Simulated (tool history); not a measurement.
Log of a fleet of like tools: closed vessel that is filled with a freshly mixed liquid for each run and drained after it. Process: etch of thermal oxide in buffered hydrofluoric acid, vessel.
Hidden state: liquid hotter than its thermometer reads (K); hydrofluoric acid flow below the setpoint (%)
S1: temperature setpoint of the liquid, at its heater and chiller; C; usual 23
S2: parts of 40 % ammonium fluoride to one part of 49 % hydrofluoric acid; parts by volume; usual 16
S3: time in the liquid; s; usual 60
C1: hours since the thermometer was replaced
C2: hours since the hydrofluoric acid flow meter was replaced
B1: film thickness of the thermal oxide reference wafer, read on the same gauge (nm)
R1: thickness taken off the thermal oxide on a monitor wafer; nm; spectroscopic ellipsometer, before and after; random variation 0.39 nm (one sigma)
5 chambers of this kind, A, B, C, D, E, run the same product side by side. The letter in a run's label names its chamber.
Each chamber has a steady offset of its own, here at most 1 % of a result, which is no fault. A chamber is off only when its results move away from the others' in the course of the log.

run,hour,S1,S2,S3,C1,C2,B1,R1
1E,4.5,23,16,60,53.5,73.3,50.023,43.109
2D,7.8,23,16,60,781.1,512.6,49.998,43.111
3A,12.3,23,16,60,569.9,709.2,49.985,43.087
4B,16.5,23,16,60,85.3,165.6,50.05,43.366
5C,21.8,23,16,60,683.2,28.8,50.018,42.748
6C,25.1,23,10,85,686.5,32.1,49.991,98.448
7E,28.4,23,10,85,77.4,97.2,50.004,95.308
8A,33.7,23,10,85,591.3,730.6,49.974,97.464
9D,37.2,23,10,85,810.5,542,50.028,96.059
10B,43.1,23,10,85,111.9,192.2,50,97.06
11A,47.9,23,16,60,605.5,744.8,50.02,43.626
12D,54.5,23,16,60,827.8,559.3,50.024,43.102
13C,58.3,23,16,60,719.7,65.3,50.004,43.591
14E,62.9,21,16,30,111.9,131.7,49.994,19.082
15B,68.2,21,16,30,137,217.3,50.012,19.398
16E,74.7,21,16,30,123.7,143.5,50.026,19.251
17D,78,21,16,30,851.3,582.8,50.017,18.958
18B,82.2,21,16,30,151,231.3,49.983,19.567
19C,86.6,23,16,60,748,93.6,50.019,42.974
20A,92.8,23,16,60,650.4,789.7,49.984,43.405
21B,97.8,19,12,60,166.6,246.9,49.968,45.842
22A,102.8,19,12,60,660.4,799.7,49.963,45.669
23D,108.7,19,12,60,882,613.5,49.969,44.379
24E,113.6,19,12,60,162.6,182.4,50.026,46.258
25C,119.6,19,12,60,781,126.6,50.02,45.914
26E,124.3,23,16,60,173.3,193.1,49.995,42.736
27C,128.4,23,16,60,789.8,135.4,50.004,42.747
28B,132.1,23,16,60,200.9,281.2,50.014,43.903
29D,136.8,23,16,60,910.1,641.6,49.999,40.822
30A,140.6,23,16,60,698.2,837.5,50.009,43.531
31E,144.8,23,16,60,193.8,213.6,50.002,42.982
32B,150.5,23,16,60,219.3,299.6,49.998,42.674

What goes on in this fleet: one chamber off, a drifting gauge, or nothing beyond the chambers' own small offsets? Name the chamber and the cause, if any.

Chamber D drifts away from the others.
Cause: hydrofluoric acid flow below the setpoint (%) = 7.39.
The log may not tell that from: liquid colder than its thermometer reads (K).

Here are 4 candidates for chamber D's next run, each the usual settings with a change, their results left as question marks. Which one brings its results back in line with what the others give on the usual settings?
In line means no further than this from the other chambers' mean on the usual settings: R1 1.4 nm
33D-1,155.3,23,16.5,60,,,,?
33D-2,155.3,22.5,17,60,,,,?
33D-3,155.3,23,15.5,60,,,,?
33D-4,155.3,23,16,65,,,,?

The other chambers' mean on the usual settings: R1 43.326 nm
run,R1
33D-1,38.48
33D-2,36.363
33D-3,40.889
33D-4,42.952
33D-4 brings the chamber back in line.

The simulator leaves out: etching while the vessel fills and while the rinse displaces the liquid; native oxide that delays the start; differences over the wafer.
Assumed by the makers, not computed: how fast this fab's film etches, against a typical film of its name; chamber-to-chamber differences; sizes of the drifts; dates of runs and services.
